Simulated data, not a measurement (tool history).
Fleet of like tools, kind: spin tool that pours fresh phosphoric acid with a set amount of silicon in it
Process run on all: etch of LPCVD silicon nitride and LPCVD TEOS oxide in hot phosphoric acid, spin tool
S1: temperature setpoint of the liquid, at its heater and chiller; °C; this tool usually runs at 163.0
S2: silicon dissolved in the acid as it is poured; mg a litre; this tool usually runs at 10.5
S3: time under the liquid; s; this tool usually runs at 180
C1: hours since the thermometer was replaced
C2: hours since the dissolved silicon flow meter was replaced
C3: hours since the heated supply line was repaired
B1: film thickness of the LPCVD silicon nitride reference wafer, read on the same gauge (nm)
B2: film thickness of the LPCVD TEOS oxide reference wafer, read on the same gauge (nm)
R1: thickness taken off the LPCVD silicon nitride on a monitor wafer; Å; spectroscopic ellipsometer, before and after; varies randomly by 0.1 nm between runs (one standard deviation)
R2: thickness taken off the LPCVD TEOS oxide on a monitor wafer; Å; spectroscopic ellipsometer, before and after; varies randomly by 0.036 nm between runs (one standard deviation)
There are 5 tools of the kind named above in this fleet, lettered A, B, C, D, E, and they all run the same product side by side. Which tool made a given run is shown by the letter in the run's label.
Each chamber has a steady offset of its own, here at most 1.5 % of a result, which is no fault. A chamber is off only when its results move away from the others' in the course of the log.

| run | day | S1 | S2 | S3 | C1 | C2 | C3 | B1 | B2 | R1 | R2 |
|---|---|---|---|---|---|---|---|---|---|---|---|
| 1D | 0.179 | 163.0 | 10.5 | 180 | 507.0 | 1412.3 | 1525.7 | 90.019 | 150.02 | 157.550 | 7.9356 |
| 2A | 0.375 | 163.0 | 10.5 | 180 | 504.4 | 358.5 | 240.4 | 89.981 | 150.02 | 160.700 | 8.2418 |
| 3B | 0.588 | 163.0 | 10.5 | 180 | 379.6 | 2141.2 | 2729.5 | 89.945 | 149.99 | 158.930 | 7.8192 |
| 4E | 0.808 | 163.0 | 10.5 | 180 | 1780.7 | 1177.6 | 59.0 | 89.960 | 150.01 | 160.200 | 7.6183 |
| 5C | 1.017 | 163.0 | 10.5 | 180 | 478.5 | 1034.0 | 1374.6 | 90.003 | 150.00 | 159.950 | 8.3544 |
| 6B | 1.162 | 163.0 | 10.5 | 180 | 393.4 | 2155.0 | 2743.3 | 89.982 | 150.00 | 158.860 | 7.6706 |
| 7C | 1.371 | 163.0 | 10.5 | 180 | 487.0 | 1042.5 | 1383.1 | 90.041 | 150.01 | 161.780 | 7.4244 |
| 8E | 1.579 | 163.0 | 10.5 | 180 | 1799.2 | 1196.1 | 77.5 | 90.010 | 149.98 | 160.900 | 6.7218 |
| 9A | 1.725 | 161.5 | 10.5 | 180 | 536.8 | 390.9 | 272.8 | 89.976 | 149.95 | 152.060 | 6.9803 |
| 10D | 1.833 | 161.5 | 10.5 | 180 | 546.7 | 1452.0 | 1565.4 | 89.956 | 150.02 | 150.170 | 7.0104 |
| 11C | 2.054 | 161.5 | 10.5 | 180 | 503.4 | 1058.9 | 1399.5 | 90.014 | 149.99 | 153.280 | 7.4412 |
| 12B | 2.179 | 161.5 | 10.5 | 180 | 417.8 | 2179.4 | 2767.7 | 89.994 | 150.04 | 151.260 | 6.4044 |
| 13E | 2.304 | 161.5 | 10.5 | 180 | 1816.6 | 1213.5 | 94.9 | 89.949 | 149.97 | 151.780 | 6.4943 |
| 14A | 2.467 | 163.0 | 10.5 | 180 | 554.6 | 408.7 | 290.6 | 90.005 | 150.03 | 160.260 | 8.2708 |
| 15D | 2.579 | 163.0 | 10.5 | 180 | 564.6 | 1469.9 | 1583.3 | 89.934 | 149.95 | 156.670 | 7.6540 |
| 16D | 2.779 | 163.0 | 10.5 | 180 | 569.4 | 1474.7 | 1588.1 | 89.964 | 149.97 | 158.130 | 8.0330 |
| 17B | 2.975 | 161.5 | 10.5 | 180 | 436.9 | 2198.5 | 2786.8 | 89.997 | 149.98 | 152.620 | 6.8311 |
| 18A | 3.158 | 161.5 | 10.5 | 180 | 571.2 | 425.3 | 307.2 | 89.970 | 150.04 | 153.390 | 7.0015 |
| 19C | 3.367 | 161.5 | 10.5 | 180 | 534.9 | 1090.4 | 1431.0 | 89.986 | 149.96 | 151.440 | 6.8542 |
| 20E | 3.462 | 161.5 | 10.5 | 180 | 1844.4 | 1241.3 | 122.7 | 90.027 | 150.04 | 151.020 | 7.0208 |
| 21A | 3.688 | 161.5 | 10.5 | 180 | 583.9 | 438.0 | 319.9 | 90.009 | 150.01 | 150.560 | 6.5973 |
| 22C | 3.854 | 163.0 | 10.5 | 180 | 546.6 | 1102.1 | 1442.7 | 89.999 | 150.04 | 159.690 | 7.9202 |
| 23B | 3.962 | 163.0 | 10.5 | 140 | 460.6 | 2222.2 | 2810.5 | 89.950 | 150.03 | 124.680 | 6.0986 |
| 24E | 4.125 | 163.0 | 10.5 | 140 | 1860.3 | 1257.2 | 138.6 | 89.953 | 150.03 | 125.040 | 5.8934 |
| 25D | 4.267 | 163.0 | 10.5 | 140 | 605.1 | 1510.4 | 1623.8 | 89.960 | 150.02 | 118.880 | 5.5719 |
| 26A | 4.488 | 163.0 | 10.5 | 140 | 603.1 | 457.2 | 339.1 | 90.024 | 149.99 | 125.600 | 5.8569 |
| 27B | 4.671 | 163.0 | 10.5 | 140 | 477.6 | 2239.2 | 2827.5 | 89.978 | 150.03 | 124.880 | 5.4266 |
|  | 4.708 | chamber B: dissolved silicon flow meter replaced |
| 28C | 4.883 | 163.0 | 10.5 | 180 | 571.3 | 1126.8 | 1467.4 | 89.973 | 149.97 | 161.200 | 7.9381 |
| 29E | 5.075 | 163.0 | 10.5 | 180 | 1883.1 | 1280.0 | 161.4 | 89.958 | 150.03 | 158.510 | 7.9995 |
| 30D | 5.271 | 163.0 | 10.5 | 180 | 629.2 | 1534.5 | 1647.9 | 90.033 | 150.01 | 152.350 | 6.4592 |
| 31B | 5.412 | 163.0 | 10.5 | 180 | 495.4 | 17.0 | 2845.3 | 90.000 | 149.98 | 159.310 | 7.6058 |
| 32D | 5.621 | 165.0 | 10.5 | 70 | 637.6 | 1542.9 | 1656.3 | 89.955 | 150.00 | 62.173 | 2.9251 |
| 33C | 5.746 | 165.0 | 10.5 | 70 | 592.0 | 1147.5 | 1488.1 | 90.009 | 149.98 | 66.646 | 3.6424 |

Next, all 5 chambers run the settings below, one line each with question marks for the results. What does each chamber give?
| 34A | 5.908 | 164.0 | 10.5 | 180 |  |  |  |  |  | ? | ? |
| 34B | 5.908 | 164.0 | 10.5 | 180 |  |  |  |  |  | ? | ? |
| 34C | 5.908 | 164.0 | 10.5 | 180 |  |  |  |  |  | ? | ? |
| 34D | 5.908 | 164.0 | 10.5 | 180 |  |  |  |  |  | ? | ? |
| 34E | 5.908 | 164.0 | 10.5 | 180 |  |  |  |  |  | ? | ? |

| run | R1 | R2 |
|---|---|---|
| 34A | 165.980 | 8.0450 |
| 34B | 165.050 | 8.2895 |
| 34C | 165.020 | 7.4667 |
| 34D | 152.850 | 7.1822 |
| 34E | 166.320 | 8.5039 |

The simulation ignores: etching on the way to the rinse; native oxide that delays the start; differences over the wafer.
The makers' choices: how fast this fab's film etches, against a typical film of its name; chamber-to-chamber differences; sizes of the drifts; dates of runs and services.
